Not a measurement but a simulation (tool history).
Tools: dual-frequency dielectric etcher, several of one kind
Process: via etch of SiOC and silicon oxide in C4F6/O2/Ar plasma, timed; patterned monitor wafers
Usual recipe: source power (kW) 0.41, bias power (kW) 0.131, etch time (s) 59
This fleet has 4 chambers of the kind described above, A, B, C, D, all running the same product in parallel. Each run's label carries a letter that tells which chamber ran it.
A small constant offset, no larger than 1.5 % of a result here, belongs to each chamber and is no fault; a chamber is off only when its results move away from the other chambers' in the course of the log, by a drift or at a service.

run   hour  source power (kW)  bias power (kW)  etch time (s)  hours since the last wet clean  hours since the last source power generator calibration  hours since the last bias power generator calibration  read-back reference wafer on the same gauge, depth_nm  mean etch depth across the wafer (nm)
 1D    8.5               0.41            0.131             59                           294.1                                                    116.4                                                 2530.9                                                 49.786                                  61.07
 2B   14.4               0.41            0.131             59                           519.5                                                    360.1                                                  869.1                                                 49.754                                  60.62
 3C   18.9               0.41            0.131             59                           512.7                                                   1709.3                                                 1266.7                                                 49.773                                 61.001
 4A   23.1               0.41            0.131             59                           198.7                                                    198.8                                                 1037.7                                                 49.782                                 59.907
 5B   28.2               0.41            0.131             59                           533.3                                                    373.9                                                  882.9                                                 49.779                                 61.176
 6C     32               0.41            0.131             59                           525.8                                                   1722.4                                                 1279.8                                                 49.796                                 61.011
 7D   35.8               0.41            0.131             59                           321.4                                                    143.7                                                 2558.2                                                 49.842                                 60.772
 8A   44.1               0.41            0.131             59                           219.7                                                    219.8                                                 1058.7                                                 49.817                                 60.016
 9B   49.9               0.41            0.131           75.5                             555                                                    395.6                                                  904.6                                                 49.797                                 77.802
10C   57.2               0.41            0.131           75.5                             551                                                   1747.6                                                   1305                                                 49.759                                 78.304
11D   61.3               0.41            0.131           75.5                           346.9                                                    169.2                                                 2583.7                                                 49.803                                 77.918
12A   69.4               0.41            0.131           75.5                             245                                                    245.1                                                   1084                                                 49.754                                 77.243
13D   76.3               0.41            0.112           66.5                           361.9                                                    184.2                                                 2598.7                                                 49.776                                 65.412
      82.2  -- chamber D: wet clean of the chamber
14A   83.3               0.41            0.112           66.5                           258.9                                                      259                                                 1097.9                                                 49.804                                 65.237
15C   88.3               0.41            0.112           66.5                           582.1                                                   1778.7                                                 1336.1                                                 49.803                                 65.724
16B   95.7               0.41            0.112           66.5                           600.8                                                    441.4                                                  950.4                                                 49.771                                 65.196
17C  100.6               0.41            0.131             59                           594.4                                                     1791                                                 1348.4                                                 49.781                                 61.255
     101.1  -- chamber B: wet clean of the chamber
18A  106.2               0.41            0.131             59                           281.8                                                    281.9                                                 1120.8                                                 49.823                                 59.897
19D  110.3               0.41            0.131             59                            28.2                                                    218.2                                                 2632.7                                                 49.784                                 60.848
20B    117               0.41            0.131             59                            15.9                                                    462.7                                                  971.7                                                 49.754                                 60.784
21D  121.9               0.41            0.131             59                            39.8                                                    229.8                                                 2644.3                                                  49.78                                 60.816
22C  128.8               0.41            0.131             59                           622.6                                                   1819.2                                                 1376.6                                                 49.784                                 61.029
23A  135.6               0.41            0.131             59                           311.2                                                    311.3                                                 1150.2                                                  49.77                                 60.068
24B  140.9               0.41            0.131             59                            39.8                                                    486.6                                                  995.6                                                 49.783                                 60.857
25C  146.8               0.41            0.131             59                           640.6                                                   1837.2                                                 1394.6                                                  49.79                                  61.21
26D  151.6               0.41            0.106             59                            69.5                                                    259.5                                                   2674                                                 49.809                                 57.512
27A  158.3               0.41            0.106             59                           333.9                                                      334                                                 1172.9                                                 49.816                                 56.967
28B  162.9               0.41            0.106             59                            61.8                                                    508.6                                                 1017.6                                                 49.818                                 57.175
29C  167.1               0.41            0.106             59                           660.9                                                   1857.5                                                 1414.9                                                 49.819                                 57.683
30A  171.1               0.41            0.131             59                           346.7                                                    346.8                                                 1185.7                                                 49.779                                 59.859
31B    176               0.41            0.131             59                            74.9                                                    521.7                                                 1030.7                                                  49.77                                 60.652

The same settings go to every chamber for the next run, one line per chamber below. Forecast the results for each:
32A  182.1               0.41            0.131             59                                                                                                                                                                                                                                             ?
32B  182.1               0.41            0.131             59                                                                                                                                                                                                                                             ?
32C  182.1               0.41            0.131             59                                                                                                                                                                                                                                             ?
32D  182.1               0.41            0.131             59                                                                                                                                                                                                                                             ?

run  mean etch depth across the wafer (nm)
32A                                 60.257
32B                                 61.141
32C                                 60.899
32D                                 61.174
